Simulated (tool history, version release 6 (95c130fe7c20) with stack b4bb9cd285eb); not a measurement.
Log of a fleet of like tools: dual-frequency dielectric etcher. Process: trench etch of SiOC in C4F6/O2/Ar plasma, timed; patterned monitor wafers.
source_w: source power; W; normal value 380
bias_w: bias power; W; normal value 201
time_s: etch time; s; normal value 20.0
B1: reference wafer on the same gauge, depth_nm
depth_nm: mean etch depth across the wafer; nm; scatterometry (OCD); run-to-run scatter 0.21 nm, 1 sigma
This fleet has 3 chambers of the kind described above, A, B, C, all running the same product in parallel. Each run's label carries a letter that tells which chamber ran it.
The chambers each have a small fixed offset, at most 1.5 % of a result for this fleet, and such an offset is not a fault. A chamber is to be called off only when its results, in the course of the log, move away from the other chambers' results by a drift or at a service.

run 1A hour=8.6 | source_w=380 bias_w=201 time_s=20.0 | B1=43.230 | depth_nm=42.008
run 2B hour=23.5 | source_w=380 bias_w=201 time_s=20.0 | B1=43.171 | depth_nm=42.189
run 3C hour=32.6 | source_w=380 bias_w=201 time_s=20.0 | B1=43.165 | depth_nm=42.152
run 4C hour=41.9 | source_w=380 bias_w=201 time_s=20.0 | B1=43.248 | depth_nm=42.259
run 5A hour=49.8 | source_w=380 bias_w=201 time_s=20.0 | B1=43.218 | depth_nm=41.819
-- hour=50.8 chamber A: wet clean of the chamber
-- hour=52.5 chamber C: wet clean of the chamber
run 6B hour=59.8 | source_w=380 bias_w=201 time_s=20.0 | B1=43.184 | depth_nm=41.872
run 7C hour=75.6 | source_w=380 bias_w=201 time_s=20.0 | B1=43.170 | depth_nm=42.372
run 8B hour=85.2 | source_w=380 bias_w=201 time_s=20.0 | B1=43.210 | depth_nm=41.925
run 9A hour=96.1 | source_w=380 bias_w=201 time_s=20.0 | B1=43.194 | depth_nm=41.606
run 10B hour=106.6 | source_w=380 bias_w=201 time_s=24.5 | B1=43.254 | depth_nm=50.484
run 11C hour=119.2 | source_w=380 bias_w=201 time_s=24.5 | B1=43.199 | depth_nm=51.575
-- hour=126.1 chamber C: source power generator calibrated
run 12A hour=127.3 | source_w=380 bias_w=201 time_s=24.5 | B1=43.155 | depth_nm=51.469
run 13A hour=134.6 | source_w=380 bias_w=201 time_s=20.0 | B1=43.234 | depth_nm=41.517
run 14C hour=147.9 | source_w=380 bias_w=201 time_s=20.0 | B1=43.188 | depth_nm=42.468
run 15B hour=159.0 | source_w=380 bias_w=201 time_s=20.0 | B1=43.211 | depth_nm=41.163
run 16C hour=170.4 | source_w=380 bias_w=201 time_s=20.0 | B1=43.184 | depth_nm=42.444
run 17A hour=177.8 | source_w=380 bias_w=218 time_s=20.0 | B1=43.234 | depth_nm=43.241
run 18B hour=189.1 | source_w=380 bias_w=218 time_s=20.0 | B1=43.219 | depth_nm=41.979
run 19A hour=200.8 | source_w=380 bias_w=218 time_s=20.0 | B1=43.219 | depth_nm=42.742
run 20B hour=209.0 | source_w=380 bias_w=201 time_s=20.0 | B1=43.184 | depth_nm=40.360
run 21C hour=216.5 | source_w=380 bias_w=201 time_s=20.0 | B1=43.226 | depth_nm=42.243

What goes on in this fleet: one chamber off, a drifting gauge, or nothing beyond the chambers' own small offsets? Name the chamber and the cause, if any.

One chamber, B, drifts off from the rest bit by bit.
Cause: etch rate under this chamber's usual, % = 4.84.

Chamber B could run next with any of the 4 candidate recipes listed below; each alters the usual settings, and their results appear as question marks. Which one brings its results back in line with what the other chambers deliver on the usual settings?
Allowed miss from the other chambers' usual-settings mean, per result, to count as in line: depth_nm 0.730 nm
run 22B-1 hour=228.4 | source_w=380 bias_w=176 time_s=20.0 | depth_nm=?
run 22B-2 hour=228.4 | source_w=370 bias_w=199 time_s=20.0 | depth_nm=?
run 22B-3 hour=228.4 | source_w=400 bias_w=211 time_s=20.0 | depth_nm=?
run 22B-4 hour=228.4 | source_w=390 bias_w=201 time_s=20.0 | depth_nm=?

Average result of the remaining chambers running the usual settings: depth_nm 42.026 nm
run=22B-1 depth_nm=38.696
run=22B-2 depth_nm=39.856
run=22B-3 depth_nm=41.895
run=22B-4 depth_nm=40.821
It is 22B-3 that realigns the chamber with its peers.
